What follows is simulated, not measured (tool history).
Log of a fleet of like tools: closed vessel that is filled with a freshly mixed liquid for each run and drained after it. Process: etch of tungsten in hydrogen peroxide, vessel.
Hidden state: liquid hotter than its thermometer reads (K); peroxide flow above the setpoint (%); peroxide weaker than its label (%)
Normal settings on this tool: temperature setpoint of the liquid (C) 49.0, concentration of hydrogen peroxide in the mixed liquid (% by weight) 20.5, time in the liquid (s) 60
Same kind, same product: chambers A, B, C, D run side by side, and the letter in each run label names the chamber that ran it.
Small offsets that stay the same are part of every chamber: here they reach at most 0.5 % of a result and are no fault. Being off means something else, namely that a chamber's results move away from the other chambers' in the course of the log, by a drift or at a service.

run	hour	temperature setpoint of the liquid (C)	concentration of hydrogen peroxide in the mixed liquid (% by weight)	time in the liquid (s)	hours since the thermometer was replaced	hours since the peroxide flow meter was replaced	hours since the drum of peroxide was connected	read-back film thickness of the tungsten reference wafer, read on the same gauge (nm)	thickness taken off the tungsten on a monitor wafer (Å)
1C	8.2	49.0	20.5	60	1474.1	990.8	428.3	59.988	1080.50
2A	18.8	49.0	20.5	60	681.5	480.9	543.3	59.984	1080.70
3B	26.1	49.0	20.5	60	1302.4	1041.9	373.2	60.013	1079.20
4D	38.4	49.0	20.5	60	1421.1	1180.8	712.5	59.968	1082.00
5A	46.7	49.0	20.5	60	709.4	508.8	571.2	60.013	1083.10
6D	58.3	49.0	20.5	85	1441.0	1200.7	732.4	59.986	1537.70
7C	65.0	49.0	20.5	85	1530.9	1047.6	485.1	60.040	1524.40
8B	73.6	49.0	20.5	85	1349.9	1089.4	420.7	60.029	1539.10
# hour 76.6: chamber D: thermometer replaced
# hour 79.3: chamber A: thermometer replaced
9B	82.0	49.0	20.5	85	1358.3	1097.8	429.1	60.023	1529.40
10A	89.0	49.0	20.5	60	9.7	551.1	613.5	59.997	1076.20
11C	95.3	42.5	20.5	30	1561.2	1077.9	515.4	59.996	359.41
12D	107.0	42.5	20.5	30	30.5	1249.4	781.1	60.074	361.22
13B	113.1	42.5	20.5	30	1389.4	1128.9	460.2	59.986	358.98
14A	123.0	42.5	20.5	30	43.7	585.1	647.5	59.996	361.17
15D	133.4	49.0	20.5	60	56.9	1275.8	807.5	59.968	1089.00
16C	143.9	49.0	20.5	60	1609.8	1126.5	564.0	59.977	1065.00
17B	152.0	49.0	20.5	60	1428.3	1167.8	499.1	59.995	1087.00
18D	163.9	49.0	20.5	60	87.4	1306.3	838.0	59.955	1085.90
19A	171.2	54.0	20.5	60	91.9	633.3	695.7	59.977	1464.10
20C	179.9	54.0	20.5	60	1645.8	1162.5	600.0	59.973	1434.00
21B	187.8	54.0	20.5	60	1464.1	1203.6	534.9	60.013	1480.20
22A	197.2	54.0	20.5	60	117.9	659.3	721.7	59.975	1476.40
23C	202.9	49.0	20.5	60	1668.8	1185.5	623.0	60.036	1064.70
24D	208.5	49.0	20.5	90	132.0	1350.9	882.6	60.051	1624.90
25B	215.6	49.0	20.5	90	1491.9	1231.4	562.7	59.965	1627.10
# hour 217.8: chamber B: new drum of peroxide connected
26A	222.0	49.0	20.5	90	142.7	684.1	746.5	60.002	1616.70
27D	230.5	49.0	20.5	90	154.0	1372.9	904.6	59.970	1609.60
28C	241.0	49.0	20.5	60	1706.9	1223.6	661.1	59.992	1053.10
29C	248.4	49.0	20.5	60	1714.3	1231.0	668.5	60.034	1046.20
30B	259.0	49.0	20.5	60	1535.3	1274.8	41.3	59.996	1092.20

Predict what each chamber gives when all 4 of them run the settings below next.
31A	268.3	49.0	20.5	60					?
31B	268.3	49.0	20.5	60					?
31C	268.3	49.0	20.5	60					?
31D	268.3	49.0	20.5	60					?

run	thickness taken off the tungsten on a monitor wafer (Å)
31A	1076.20
31B	1086.00
31C	1044.30
31D	1088.70

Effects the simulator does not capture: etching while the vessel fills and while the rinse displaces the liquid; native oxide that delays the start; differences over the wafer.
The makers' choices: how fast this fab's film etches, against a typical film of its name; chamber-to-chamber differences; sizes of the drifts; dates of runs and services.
